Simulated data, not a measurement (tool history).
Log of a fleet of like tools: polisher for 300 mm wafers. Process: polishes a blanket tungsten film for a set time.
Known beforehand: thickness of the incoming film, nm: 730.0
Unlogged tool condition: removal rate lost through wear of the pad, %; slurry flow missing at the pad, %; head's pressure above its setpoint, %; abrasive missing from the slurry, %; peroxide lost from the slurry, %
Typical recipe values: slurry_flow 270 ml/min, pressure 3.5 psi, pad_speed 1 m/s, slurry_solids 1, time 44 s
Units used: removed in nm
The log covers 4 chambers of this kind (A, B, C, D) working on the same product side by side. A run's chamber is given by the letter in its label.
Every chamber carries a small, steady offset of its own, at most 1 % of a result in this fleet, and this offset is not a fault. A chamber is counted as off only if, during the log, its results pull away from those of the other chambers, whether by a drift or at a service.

run	hour	slurry_flow	pressure	pad_speed	slurry_solids	time	wafers polished on this pad	hours since the slurry nozzle was cleaned	hours since the head pressure was calibrated	hours since the slurry blender was calibrated	hours since the slurry got fresh peroxide	removed
1B	15.9	270	3.5	1	1	44	1031	654.4	101.3	106.9	92.1	154.61
# hour 16.5: chamber B: worn pad replaced by a new one
# hour 20.4: chamber C: worn pad replaced by a new one
2C	23.2	270	3.5	1	1	44	36	282.2	633.5	89.6	61.3	156.84
# hour 32.3: chamber A: worn pad replaced by a new one
3D	39.1	270	3.5	1	1	44	721	407.4	633	434.2	115.7	156.46
4A	50.3	270	3.5	1	1	44	232	512.7	204.9	126.7	89.1	156.93
# hour 52.1: chamber C: slurry tank refilled with fresh slurry and peroxide
5A	58.7	270	3.5	1	1	44	341	521.1	213.3	135.1	97.5	154.72
# hour 59: chamber D: slurry blender recalibrated
# hour 63.2: chamber A: slurry blender recalibrated
# hour 63.7: chamber B: slurry tank refilled with fresh slurry and peroxide
6D	68.9	270	3.5	1	1	44	1106	437.2	662.8	10	145.5	157.54
# hour 71.9: chamber D: worn pad replaced by a new one
7B	79.4	270	3.5	1	1	44	813	717.9	164.8	170.4	15.7	157.92
8C	91.2	270	3.5	1	1	44	915	350.2	701.5	157.6	39.2	153.03
# hour 95.5: chamber B: slurry nozzle cleaned
9B	98.8	270	3.5	1	1	44	1063	3.3	184.2	189.8	35.1	156.06
# hour 107.8: chamber C: worn pad replaced by a new one
# hour 109.2: chamber A: slurry nozzle cleaned
10D	109.3	270	3.5	1	1	44	483	477.6	703.2	50.4	185.9	155.58
# hour 111.9: chamber A: slurry tank refilled with fresh slurry and peroxide
# hour 115.3: chamber B: slurry blender recalibrated
# hour 120.1: chamber C: slurry blender recalibrated
# hour 123.2: chamber B: worn pad replaced by a new one
11C	124.9	270	3.5	1	1	44	221	383.9	735.2	4.8	72.9	154.88
# hour 136.8: chamber C: slurry tank refilled with fresh slurry and peroxide
12A	139.7	270	3.5	1.26	1	44	1388	30.6	294.3	76.6	27.9	191.73
# hour 147.7: chamber A: worn pad replaced by a new one
# hour 151.9: chamber D: worn pad replaced by a new one
13D	153.8	270	3.5	1.26	1	44	24	522.1	747.7	94.9	230.4	198.28
# hour 159.4: chamber C: slurry nozzle cleaned
14C	165	270	3.5	1.26	1	44	739	5.7	775.3	44.9	28.3	197.99
15B	179.7	270	3.5	1.26	1	44	731	84.2	265.1	64.4	116	201.54
# hour 181.7: chamber A: slurry blender recalibrated
16A	186.7	270	3.5	1	1	44	505	77.6	341.3	5.1	74.9	155.67
17B	195.6	270	3.5	1	1	44	936	100.1	281	80.3	131.9	157.22
# hour 207.2: chamber C: worn pad replaced by a new one
18A	208.8	270	3.5	1	1	44	790	99.7	363.4	27.2	97	154.75
# hour 210.3: chamber B: worn pad replaced by a new one
# hour 210.5: chamber C: slurry tank refilled with fresh slurry and peroxide
19C	220	270	3.5	1	1	44	166	60.7	830.3	99.9	9.6	155.46
20D	229.1	270	3.5	1	1	44	998	597.4	823	170.2	305.7	150.26
21B	236.3	270	3.5	1	1	44	336	140.8	321.7	121	172.6	158.54
# hour 243.5: chamber D: worn pad replaced by a new one
# hour 243.8: chamber A: slurry tank refilled with fresh slurry and peroxide
22D	244.3	270	3.5	1	1	44	11	612.6	838.2	185.4	320.9	150.45
# hour 246.8: chamber B: slurry tank refilled with fresh slurry and peroxide
23C	251.5	270	3.5	1	1	44	573	92.2	861.8	131.4	41.1	155.99
# hour 256.7: chamber D: slurry nozzle cleaned
24A	258.6	270	3.5	1	1	44	1434	149.5	413.2	77	14.9	159.69
# hour 259.6: chamber A: worn pad replaced by a new one
25C	273.8	270	3.5	1	1	44	861	114.5	884.1	153.7	63.4	158.24
26D	284.2	270	3.5	1	1	44	526	27.6	878.1	225.3	360.8	147.62
27A	295.7	270	3.5	1	1	44	467	186.6	450.3	114.1	52	158.25
# hour 296: chamber C: slurry tank refilled with fresh slurry and peroxide
# hour 301.2: chamber B: worn pad replaced by a new one
28B	307.5	270	3.5	1	1	44	82	212	392.9	192.2	60.8	154.72
# hour 313.7: chamber C: worn pad replaced by a new one
# hour 314.8: chamber C: slurry blender recalibrated
29C	316.7	330	3.5	1.36	1	44	39	157.4	927	2	20.7	219.93
30B	324.4	330	3.5	1.36	1	44	300	228.9	409.8	209.1	77.7	219.68
# hour 331.4: chamber A: slurry blender recalibrated
31D	340.3	330	3.5	1.36	1	44	1252	83.7	934.2	281.4	416.9	201.21
# hour 340.7: chamber D: worn pad replaced by a new one
# hour 341.3: chamber B: slurry blender recalibrated
32A	348.1	330	3.5	1.36	1	44	1144	239	502.7	16.8	104.4	220.46
# hour 356.4: chamber A: worn pad replaced by a new one
33B	358.9	270	3.5	1	1	44	746	263.4	444.3	17.6	112.2	154.73
34D	374.8	270	3.5	1	1	44	442	118.2	968.7	315.9	451.4	134.55
35A	389.8	270	3.5	1	1	44	433	280.7	544.4	58.5	146.1	154.83
# hour 392.1: chamber C: slurry tank refilled with fresh slurry and peroxide
36C	403.6	270	3.5	1	1	44	1162	244.3	1013.9	88.9	11.5	156.44
37D	413.3	270	3.5	1	1	44	939	156.7	1007.2	354.4	489.9	135.34
# hour 420.7: chamber C: worn pad replaced by a new one
38C	427.1	270	3.5	1	1	44	83	267.8	1037.4	112.4	35	157.5

For the next run the whole fleet of 4 chambers uses the same settings. Give each chamber's results:
39A	438.5	270	3.5	1	1	44						?
39B	438.5	270	3.5	1	1	44						?
39C	438.5	270	3.5	1	1	44						?
39D	438.5	270	3.5	1	1	44						?

run	removed
39A	152.82
39B	153.14
39C	156.54
39D	132.49

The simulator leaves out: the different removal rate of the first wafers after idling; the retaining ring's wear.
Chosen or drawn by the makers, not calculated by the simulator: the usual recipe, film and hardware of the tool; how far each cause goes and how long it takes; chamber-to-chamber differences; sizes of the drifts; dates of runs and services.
